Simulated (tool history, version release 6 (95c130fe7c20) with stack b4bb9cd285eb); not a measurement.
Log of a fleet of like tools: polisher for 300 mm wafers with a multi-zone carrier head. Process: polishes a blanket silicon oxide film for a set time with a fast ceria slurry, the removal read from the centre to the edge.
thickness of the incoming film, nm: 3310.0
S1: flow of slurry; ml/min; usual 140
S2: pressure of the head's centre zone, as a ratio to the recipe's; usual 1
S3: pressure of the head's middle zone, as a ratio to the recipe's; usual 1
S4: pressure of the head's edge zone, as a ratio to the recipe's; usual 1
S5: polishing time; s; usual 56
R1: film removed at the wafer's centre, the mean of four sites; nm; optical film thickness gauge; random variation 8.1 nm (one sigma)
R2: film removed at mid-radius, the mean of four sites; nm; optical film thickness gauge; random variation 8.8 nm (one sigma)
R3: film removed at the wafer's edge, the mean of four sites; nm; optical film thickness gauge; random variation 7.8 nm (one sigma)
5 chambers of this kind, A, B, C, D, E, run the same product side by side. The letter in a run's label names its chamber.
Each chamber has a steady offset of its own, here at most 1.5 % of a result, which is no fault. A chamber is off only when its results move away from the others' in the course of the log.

run 1B hour=6.2 | S1=140 S2=1 S3=1 S4=1 S5=56 | R1=783.39 R2=775.94 R3=786.36
-- hour=10.9 chamber A: edge zone pressure recalibrated
run 2C hour=12.2 | S1=140 S2=1 S3=1 S4=1 S5=56 | R1=797.66 R2=804.46 R3=790.83
run 3D hour=18.3 | S1=140 S2=1 S3=1 S4=1 S5=56 | R1=777.23 R2=789.86 R3=801.49
-- hour=22.4 chamber A: worn pad replaced by a new one
-- hour=24.5 chamber B: edge zone pressure recalibrated
run 4E hour=26.1 | S1=140 S2=1 S3=1 S4=1 S5=56 | R1=791.67 R2=798.98 R3=801.61
run 5A hour=33.7 | S1=140 S2=1 S3=0.9 S4=1 S5=56 | R1=795.57 R2=716.63 R3=801.03
run 6A hour=43 | S1=140 S2=1 S3=0.9 S4=1 S5=56 | R1=794.36 R2=711.33 R3=788.35
-- hour=50.1 chamber E: worn pad replaced by a new one
run 7E hour=51.9 | S1=140 S2=1 S3=0.9 S4=1 S5=56 | R1=790.42 R2=722.9 R3=783.77
run 8B hour=60.9 | S1=140 S2=1 S3=0.9 S4=1 S5=56 | R1=770.78 R2=707 R3=790.61
-- hour=63.9 chamber E: centre zone pressure recalibrated
run 9D hour=65.7 | S1=140 S2=1 S3=0.9 S4=1 S5=56 | R1=778.81 R2=698.19 R3=786.48
-- hour=67.8 chamber B: worn pad replaced by a new one
run 10C hour=72.1 | S1=140 S2=1 S3=1 S4=1 S5=56 | R1=792.87 R2=795.8 R3=794.98
-- hour=75.9 chamber E: slurry nozzle cleaned
-- hour=77.7 chamber A: worn pad replaced by a new one
run 11D hour=78.9 | S1=140 S2=1 S3=1 S4=1 S5=56 | R1=771.18 R2=767.77 R3=802.43
run 12C hour=85.8 | S1=140 S2=1 S3=1 S4=1 S5=56 | R1=792.9 R2=789.55 R3=783.67
run 13E hour=93.6 | S1=140 S2=1 S3=1 S4=1 S5=56 | R1=802.18 R2=786.78 R3=792.41
-- hour=100.7 chamber D: worn pad replaced by a new one
run 14A hour=103.1 | S1=140 S2=1 S3=1 S4=1 S5=56 | R1=786.21 R2=773.38 R3=782.76
run 15B hour=111.7 | S1=140 S2=1 S3=1 S4=1 S5=56 | R1=786.55 R2=771.65 R3=778.23
run 16A hour=118.4 | S1=140 S2=1 S3=1 S4=1 S5=56 | R1=782.46 R2=776.54 R3=789.9
-- hour=121.4 chamber E: worn pad replaced by a new one
run 17B hour=125.9 | S1=140 S2=1 S3=1 S4=0.95 S5=56 | R1=776.07 R2=778.65 R3=759.13
run 18C hour=132.9 | S1=140 S2=1 S3=1 S4=0.95 S5=56 | R1=789.73 R2=771.36 R3=760.24
run 19E hour=141.9 | S1=140 S2=1 S3=1 S4=0.95 S5=56 | R1=797.24 R2=799.61 R3=756.07
-- hour=143.3 chamber B: centre zone pressure recalibrated
-- hour=145.7 chamber A: worn pad replaced by a new one
run 20D hour=147.8 | S1=140 S2=1 S3=1 S4=0.95 S5=56 | R1=785.48 R2=799.12 R3=777.11
-- hour=152.4 chamber C: slurry nozzle cleaned
run 21C hour=153.1 | S1=140 S2=1 S3=1 S4=0.95 S5=56 | R1=775.95 R2=765.06 R3=754.74
run 22B hour=159.3 | S1=140 S2=1 S3=1 S4=1 S5=56 | R1=782.57 R2=779.32 R3=777.88
run 23A hour=168.2 | S1=140 S2=1 S3=1 S4=1 S5=56 | R1=777.4 R2=788.79 R3=792.88
run 24D hour=175.8 | S1=140 S2=1 S3=1 S4=1 S5=56 | R1=773.69 R2=762.62 R3=794.71
-- hour=176.2 chamber B: worn pad replaced by a new one
run 25E hour=184.2 | S1=140 S2=1 S3=1 S4=1 S5=56 | R1=793.72 R2=790.45 R3=794.89
run 26E hour=192 | S1=165 S2=1 S3=0.95 S4=1 S5=56 | R1=820.58 R2=789.63 R3=820.07
run 27D hour=197.8 | S1=165 S2=1 S3=0.95 S4=1 S5=56 | R1=804.79 R2=766.92 R3=817.93
-- hour=204 chamber A: worn pad replaced by a new one
-- hour=204.8 chamber D: worn pad replaced by a new one
run 28B hour=207.4 | S1=165 S2=1 S3=0.95 S4=1 S5=56 | R1=822.96 R2=753.57 R3=798.95
-- hour=209.7 chamber E: worn pad replaced by a new one
run 29A hour=213.9 | S1=165 S2=1 S3=0.95 S4=1 S5=56 | R1=827.8 R2=771.7 R3=804.04
run 30C hour=218.9 | S1=165 S2=1 S3=0.95 S4=1 S5=56 | R1=766.81 R2=726.78 R3=760.16
run 31B hour=224.8 | S1=140 S2=1 S3=1 S4=1 S5=56 | R1=766.61 R2=786.61 R3=772.88
-- hour=229.5 chamber B: slurry nozzle cleaned
run 32A hour=234.5 | S1=140 S2=1 S3=1 S4=1 S5=56 | R1=783.42 R2=793.06 R3=793.3
run 33D hour=242.5 | S1=140 S2=1 S3=1 S4=1 S5=56 | R1=786.17 R2=782.84 R3=802.39
run 34E hour=246.8 | S1=140 S2=1 S3=1 S4=1 S5=56 | R1=785.03 R2=785.73 R3=784.97
run 35C hour=252.1 | S1=140 S2=1 S3=1 S4=1 S5=56 | R1=705.65 R2=702.98 R3=715.25
run 36E hour=260 | S1=190 S2=1.07 S3=1 S4=1 S5=56 | R1=909.62 R2=846.25 R3=824.39
-- hour=266.5 chamber B: worn pad replaced by a new one
run 37B hour=267.4 | S1=190 S2=1.07 S3=1 S4=1 S5=56 | R1=895.95 R2=805.04 R3=808.57
-- hour=269.5 chamber A: worn pad replaced by a new one
run 38A hour=274.6 | S1=190 S2=1.07 S3=1 S4=1 S5=56 | R1=898.56 R2=824.98 R3=809.61

Is one chamber off against the others, does the gauge drift, or is nothing wrong? If a chamber is off, say which, and what the likeliest cause is.

Chamber C drifts away from the others.
Cause: removal rate lost through wear of the pad, % = 12.1.

Here are 4 candidates for chamber C's next run, each the usual settings with a change, their results left as question marks. Which one brings its results back in line with what the others give on the usual settings?
In line means no further than this from the other chambers' mean on the usual settings: R1 28 nm; R2 31 nm; R3 27 nm
run 39C-1 hour=281.6 | S1=140 S2=1 S3=1 S4=1.01 S5=63 | R1=? R2=? R3=?
run 39C-2 hour=281.6 | S1=140 S2=1 S3=1 S4=0.99 S5=49 | R1=? R2=? R3=?
run 39C-3 hour=281.6 | S1=135 S2=1 S3=1 S4=0.99 S5=44 | R1=? R2=? R3=?
run 39C-4 hour=281.6 | S1=145 S2=0.99 S3=1.01 S4=1.02 S5=72 | R1=? R2=? R3=?

The other chambers' mean on the usual settings: R1 785.2 nm; R2 785.16 nm; R3 788.19 nm
run=39C-1 R1=781.89 R2=776.25 R3=786.78
run=39C-2 R1=608.13 R2=603.77 R3=605.5
run=39C-3 R1=541.34 R2=538.02 R3=540.75
run=39C-4 R1=891.13 R2=901.61 R3=908.42
39C-1 brings the chamber back in line.
